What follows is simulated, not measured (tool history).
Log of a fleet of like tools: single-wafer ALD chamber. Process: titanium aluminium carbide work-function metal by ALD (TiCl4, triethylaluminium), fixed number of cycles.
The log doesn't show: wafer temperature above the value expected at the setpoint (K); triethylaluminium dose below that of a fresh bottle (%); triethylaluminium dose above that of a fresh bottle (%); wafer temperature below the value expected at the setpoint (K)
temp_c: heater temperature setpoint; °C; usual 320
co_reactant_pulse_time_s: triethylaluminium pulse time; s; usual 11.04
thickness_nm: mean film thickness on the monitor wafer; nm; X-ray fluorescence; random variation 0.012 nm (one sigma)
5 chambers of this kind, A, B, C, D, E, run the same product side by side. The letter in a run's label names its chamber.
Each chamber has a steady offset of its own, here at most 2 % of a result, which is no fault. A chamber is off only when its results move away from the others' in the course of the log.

| run | hour | temp_c | co_reactant_pulse_time_s | hours since the last thermocouple change | hours since the last triethylaluminium bottle change | read-back reference wafer on the same gauge, thickness_nm | thickness_nm |
|---|---|---|---|---|---|---|---|
| 1B | 4.6 | 320 | 11.04 | 114.5 | 1314.4 | 2.6194 | 2.1883 |
| 2E | 11.2 | 320 | 11.04 | 2044.2 | 401.7 | 2.6185 | 2.1505 |
| 3D | 17.9 | 320 | 11.04 | 148.6 | 180.6 | 2.6232 | 2.1875 |
| 4A | 24.2 | 320 | 11.04 | 2116.8 | 164.6 | 2.6215 | 2.1844 |
| 5C | 30.3 | 320 | 11.04 | 132.1 | 908.7 | 2.6234 | 2.1822 |
| 6B | 34.2 | 320 | 11.04 | 144.1 | 1344.0 | 2.6215 | 2.1881 |
| 7A | 37.9 | 320 | 11.04 | 2130.5 | 178.3 | 2.6204 | 2.2071 |
| 8C | 43.3 | 320 | 11.04 | 145.1 | 921.7 | 2.6185 | 2.1805 |
| 9D | 50.0 | 320 | 11.04 | 180.7 | 212.7 | 2.6208 | 2.1896 |
| 10E | 56.2 | 320 | 11.04 | 2089.2 | 446.7 | 2.6199 | 2.1357 |
| 11A | 60.5 | 320 | 11.04 | 2153.1 | 200.9 | 2.6201 | 2.2075 |
| 12E | 65.0 | 320 | 11.04 | 2098.0 | 455.5 | 2.6186 | 2.1626 |
| 13D | 69.2 | 320 | 11.04 | 199.9 | 231.9 | 2.6208 | 2.1709 |
| 14B | 73.9 | 320 | 11.04 | 183.8 | 1383.7 | 2.6184 | 2.1864 |
| 15C | 79.9 | 320 | 11.04 | 181.7 | 958.3 | 2.6191 | 2.1670 |
| 16A | 84.7 | 320 | 11.04 | 2177.3 | 225.1 | 2.6188 | 2.2304 |
| 17E | 91.2 | 320 | 11.04 | 2124.2 | 481.7 | 2.6149 | 2.1619 |
| 18D | 94.5 | 320 | 7.24 | 225.2 | 257.2 | 2.6213 | 2.0312 |
| 19C | 97.4 | 320 | 7.24 | 199.2 | 975.8 | 2.6166 | 1.9437 |
| 20B | 103.1 | 320 | 7.24 | 213.0 | 1412.9 | 2.6159 | 2.0284 |
| 21C | 108.7 | 320 | 7.24 | 210.5 | 987.1 | 2.6163 | 1.9115 |
| 22B | 114.0 | 320 | 7.24 | 223.9 | 1423.8 | 2.6191 | 2.0459 |
| 23D | 117.5 | 320 | 11.04 | 248.2 | 280.2 | 2.6220 | 2.1898 |
| 24A | 122.4 | 320 | 11.04 | 2215.0 | 262.8 | 2.6220 | 2.1870 |
| 25E | 126.3 | 320 | 11.04 | 2159.3 | 516.8 | 2.6166 | 2.1557 |
| 26C | 130.2 | 320 | 11.04 | 232.0 | 1008.6 | 2.6224 | 2.0834 |
| 27A | 136.2 | 320 | 11.04 | 2228.8 | 276.6 | 2.6212 | 2.2039 |
| 28E | 139.9 | 320 | 11.04 | 2172.9 | 530.4 | 2.6168 | 2.1632 |
| 29D | 145.8 | 320 | 14.48 | 276.5 | 308.5 | 2.6198 | 2.2266 |
| 30B | 149.5 | 320 | 14.48 | 259.4 | 1459.3 | 2.6220 | 2.2096 |
| 31D | 154.1 | 320 | 14.48 | 284.8 | 316.8 | 2.6182 | 2.2188 |

All 5 chambers run these settings next. Forecast each chamber's results:
| 32A | 159.0 | 320 | 12.93 |  |  |  | ? |
| 32B | 159.0 | 320 | 12.93 |  |  |  | ? |
| 32C | 159.0 | 320 | 12.93 |  |  |  | ? |
| 32D | 159.0 | 320 | 12.93 |  |  |  | ? |
| 32E | 159.0 | 320 | 12.93 |  |  |  | ? |

| run | thickness_nm |
|---|---|
| 32A | 2.2225 |
| 32B | 2.2025 |
| 32C | 2.1277 |
| 32D | 2.1994 |
| 32E | 2.1796 |

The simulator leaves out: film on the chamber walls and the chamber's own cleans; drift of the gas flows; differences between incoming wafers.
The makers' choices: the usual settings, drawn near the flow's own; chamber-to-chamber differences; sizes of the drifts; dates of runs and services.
